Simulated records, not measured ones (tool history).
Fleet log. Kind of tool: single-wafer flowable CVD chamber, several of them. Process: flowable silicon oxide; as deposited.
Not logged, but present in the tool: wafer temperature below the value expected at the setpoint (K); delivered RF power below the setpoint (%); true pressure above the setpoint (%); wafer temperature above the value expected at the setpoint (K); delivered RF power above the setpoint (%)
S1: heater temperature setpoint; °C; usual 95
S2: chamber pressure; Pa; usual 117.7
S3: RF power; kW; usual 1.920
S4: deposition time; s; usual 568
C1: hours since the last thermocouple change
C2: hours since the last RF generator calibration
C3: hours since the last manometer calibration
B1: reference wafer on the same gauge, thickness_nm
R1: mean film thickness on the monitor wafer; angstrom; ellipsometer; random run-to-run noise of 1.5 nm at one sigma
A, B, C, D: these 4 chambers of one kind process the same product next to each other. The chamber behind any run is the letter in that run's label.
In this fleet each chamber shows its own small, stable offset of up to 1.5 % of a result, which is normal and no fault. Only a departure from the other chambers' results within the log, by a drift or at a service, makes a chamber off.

run	hour	S1	S2	S3	S4	C1	C2	C3	B1	R1
1B	8.0	95	117.7	1.920	568	689.2	906.5	54.5	428.96	4554.5
2D	15.8	95	117.7	1.920	568	1598.7	704.3	231.8	428.71	4560.9
3C	22.5	95	117.7	1.920	568	546.0	1902.1	172.8	428.74	4634.5
4A	32.9	95	117.7	1.920	568	1180.6	682.1	706.9	429.16	4587.6
5A	38.5	95	117.7	1.920	568	1186.2	687.7	712.5	428.91	4622.9
6D	47.5	95	117.7	1.920	568	1630.4	736.0	263.5	428.87	4563.8
7C	54.9	95	90.1	1.920	514	578.4	1934.5	205.2	429.19	2943.5
8B	61.8	95	90.1	1.920	514	743.0	960.3	108.3	428.65	2891.8
9C	67.2	95	90.1	1.920	514	590.7	1946.8	217.5	428.85	2940.8
10D	76.5	95	90.1	1.920	514	1659.4	765.0	292.5	428.78	2873.2
11B	82.1	95	117.7	2.250	568	763.3	980.6	128.6	429.17	4713.9
12A	92.8	95	117.7	2.250	568	1240.5	742.0	766.8	428.99	4780.6
13C	102.3	95	117.7	2.250	568	625.8	1981.9	252.6	429.15	4788.3
14B	112.0	95	117.7	2.250	568	793.2	1010.5	158.5	428.89	4703.1
15D	117.4	95	117.7	2.210	568	1700.3	805.9	333.4	429.21	4681.0
16A	123.3	95	117.7	2.210	568	1271.0	772.5	797.3	429.07	4807.7
17B	133.4	95	117.7	2.210	568	814.6	1031.9	179.9	429.42	4679.8
18A	140.4	95	117.7	2.210	568	1288.1	789.6	814.4	429.07	4809.2
19D	145.7	95	117.7	1.920	568	1728.6	834.2	361.7	429.03	4525.6
20C	155.7	95	117.7	1.920	568	679.2	2035.3	306.0	429.23	4623.6
21A	164.6	95	117.7	1.920	568	1312.3	813.8	838.6	429.30	4698.3
22C	170.4	95	117.7	1.920	568	693.9	2050.0	320.7	429.00	4628.0
# hour 179.2: chamber B: RF generator calibrated
23D	180.7	85	117.7	1.920	641	1763.6	869.2	396.7	428.59	7020.3
24B	188.8	85	117.7	1.920	641	870.0	9.7	235.3	428.96	7103.4
25D	198.6	85	117.7	1.920	641	1781.5	887.1	414.6	428.78	7067.3
26A	204.4	85	117.7	1.920	641	1352.1	853.6	878.4	428.97	7275.3
27C	211.3	95	117.7	1.920	568	734.8	2090.9	361.6	429.07	4627.1
28B	219.3	95	117.7	1.920	568	900.5	40.2	265.8	429.19	4544.8
29C	224.1	95	117.7	1.920	568	747.6	2103.7	374.4	428.94	4626.5
30A	234.1	95	117.7	1.920	568	1381.8	883.3	908.1	428.76	4711.1
31B	239.9	95	117.7	1.920	568	921.1	60.8	286.4	429.04	4557.5
32D	246.7	95	117.7	1.920	568	1829.6	935.2	462.7	429.09	4564.0
33A	255.7	95	127.9	1.920	568	1403.4	904.9	929.7	428.60	5262.0

One chamber off, gauge drift, or nothing amiss beyond the chambers' own small offsets? If it is a chamber, which one, and what is the likeliest cause?

One chamber, A, drifts off from the rest bit by bit.
Most likely cause: wafer temperature below the value expected at the setpoint (K) = 0.92.
The log may not tell that from: true pressure above the setpoint (%).

Which of the 4 candidates below, each the usual settings with something changed and its results left as question marks, puts chamber A back in line with what the other chambers give on the usual settings?
In-line tolerance around the mean of the other chambers on the usual settings: R1 51.0 angstrom
34A-1	263.4	96	117.7	1.920	568					?
34A-2	263.4	95	119.1	1.925	568					?
34A-3	263.4	95	120.9	1.920	568					?
34A-4	263.4	95	117.7	1.795	568					?

What the other chambers average on the usual settings: R1 4585.0 angstrom
run	R1
34A-1	4590.5
34A-2	4817.4
34A-3	4907.9
34A-4	4671.8
Change 34A-1 lands the chamber within the allowed miss of the other chambers.
